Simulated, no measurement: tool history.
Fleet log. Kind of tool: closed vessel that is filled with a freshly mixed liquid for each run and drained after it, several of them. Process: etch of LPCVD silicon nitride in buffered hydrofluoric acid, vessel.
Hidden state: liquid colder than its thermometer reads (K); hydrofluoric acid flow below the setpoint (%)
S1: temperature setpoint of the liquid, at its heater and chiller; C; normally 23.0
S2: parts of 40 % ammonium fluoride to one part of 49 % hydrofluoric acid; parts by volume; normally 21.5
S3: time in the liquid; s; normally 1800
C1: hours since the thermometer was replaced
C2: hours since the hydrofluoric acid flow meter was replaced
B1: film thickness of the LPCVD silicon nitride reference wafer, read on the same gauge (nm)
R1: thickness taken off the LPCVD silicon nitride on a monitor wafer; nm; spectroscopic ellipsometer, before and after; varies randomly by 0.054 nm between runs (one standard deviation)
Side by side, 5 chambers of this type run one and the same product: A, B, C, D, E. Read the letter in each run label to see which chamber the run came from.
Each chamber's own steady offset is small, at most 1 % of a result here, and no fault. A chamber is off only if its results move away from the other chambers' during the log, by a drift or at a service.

run,hour,S1,S2,S3,C1,C2,B1,R1
1E,11.9,23.0,21.5,1800,489.2,1635.5,89.975,12.0000
2D,25.0,23.0,21.5,1800,515.1,115.5,89.936,11.8730
3C,33.0,23.0,21.5,1800,885.4,1711.3,90.023,12.0050
4B,45.6,23.0,21.5,1800,1102.7,768.7,89.998,12.0470
5A,55.8,23.0,21.5,1800,899.0,320.3,90.007,12.0270
6C,66.8,23.0,21.5,1800,919.2,1745.1,90.017,12.0600
7B,73.4,23.0,21.5,1800,1130.5,796.5,90.036,12.0020
8E,85.6,23.0,21.5,1800,562.9,1709.2,90.061,11.8470
# hour 89.7: chamber C: hydrofluoric acid flow meter replaced
9A,92.1,23.0,21.5,1800,935.3,356.6,90.006,11.9800
10D,103.2,19.0,21.5,1800,593.3,193.7,89.957,9.4850
11E,110.8,19.0,21.5,1800,588.1,1734.4,90.042,9.5028
12D,121.7,19.0,21.5,1800,611.8,212.2,89.997,9.5177
13B,128.2,19.0,21.5,1800,1185.3,851.3,90.001,9.6207
14A,136.7,19.0,21.5,1800,979.9,401.2,89.988,9.5289
15C,147.7,23.0,21.5,1800,1000.1,58.1,89.960,12.0170
16B,159.1,23.0,21.5,1800,1216.2,882.2,89.985,11.8800
17A,165.8,23.0,21.5,1800,1009.0,430.3,89.980,12.0180
18D,173.1,23.0,21.5,1800,663.2,263.6,90.016,11.8560
# hour 180.7: chamber E: hydrofluoric acid flow meter replaced
19C,183.7,23.0,21.5,1800,1036.1,94.1,90.003,12.0790
20E,190.6,26.0,21.5,1800,667.9,10.0,89.982,13.9900
21A,198.1,26.0,21.5,1800,1041.3,462.6,90.012,14.1420
22C,205.4,26.0,21.5,1800,1057.8,115.8,89.993,14.2570
23D,217.1,26.0,21.5,1800,707.2,307.6,89.984,13.9380
24B,226.2,26.0,21.5,1800,1283.3,949.3,89.950,14.1510
25E,239.5,23.0,21.5,1800,716.8,58.9,89.979,11.8560
26A,249.5,23.0,21.5,1800,1092.7,514.0,90.005,11.9680
27E,256.6,23.0,21.5,1800,733.9,76.0,89.961,11.9440
28D,265.5,23.0,21.5,1800,755.6,356.0,90.013,11.8550
29B,272.7,23.0,21.5,1800,1329.8,995.8,89.949,11.9830
30C,285.3,26.5,21.5,1800,1137.7,195.7,89.988,14.5460
31E,292.0,26.5,21.5,1800,769.3,111.4,89.974,14.4230
# hour 293.1: chamber D: thermometer replaced
32D,300.1,26.5,21.5,1800,7.0,390.6,90.019,14.3430
33B,308.7,26.5,21.5,1800,1365.8,1031.8,90.009,14.4770
34A,320.3,26.5,21.5,1800,1163.5,584.8,89.953,14.5370
35C,332.1,21.5,21.5,2715,1184.5,242.5,89.980,16.5940
36D,342.7,21.5,21.5,2715,49.6,433.2,89.984,16.4390
37A,349.3,21.5,21.5,2715,1192.5,613.8,89.983,16.6090
38C,359.5,21.5,21.5,2715,1211.9,269.9,90.018,16.8040
39E,370.6,21.5,21.5,2715,847.9,190.0,90.010,16.5990
40B,381.6,23.0,21.5,1800,1438.7,1104.7,90.001,11.9640
41B,395.0,23.0,21.5,1800,1452.1,1118.1,90.023,11.9350

All chambers now run identical settings, listed one chamber a line with results as question marks. What results will each chamber show?
42A,404.8,23.0,21.5,1800,,,,?
42B,404.8,23.0,21.5,1800,,,,?
42C,404.8,23.0,21.5,1800,,,,?
42D,404.8,23.0,21.5,1800,,,,?
42E,404.8,23.0,21.5,1800,,,,?

run,R1
42A,12.0000
42B,11.9770
42C,11.9390
42D,11.8400
42E,11.8220
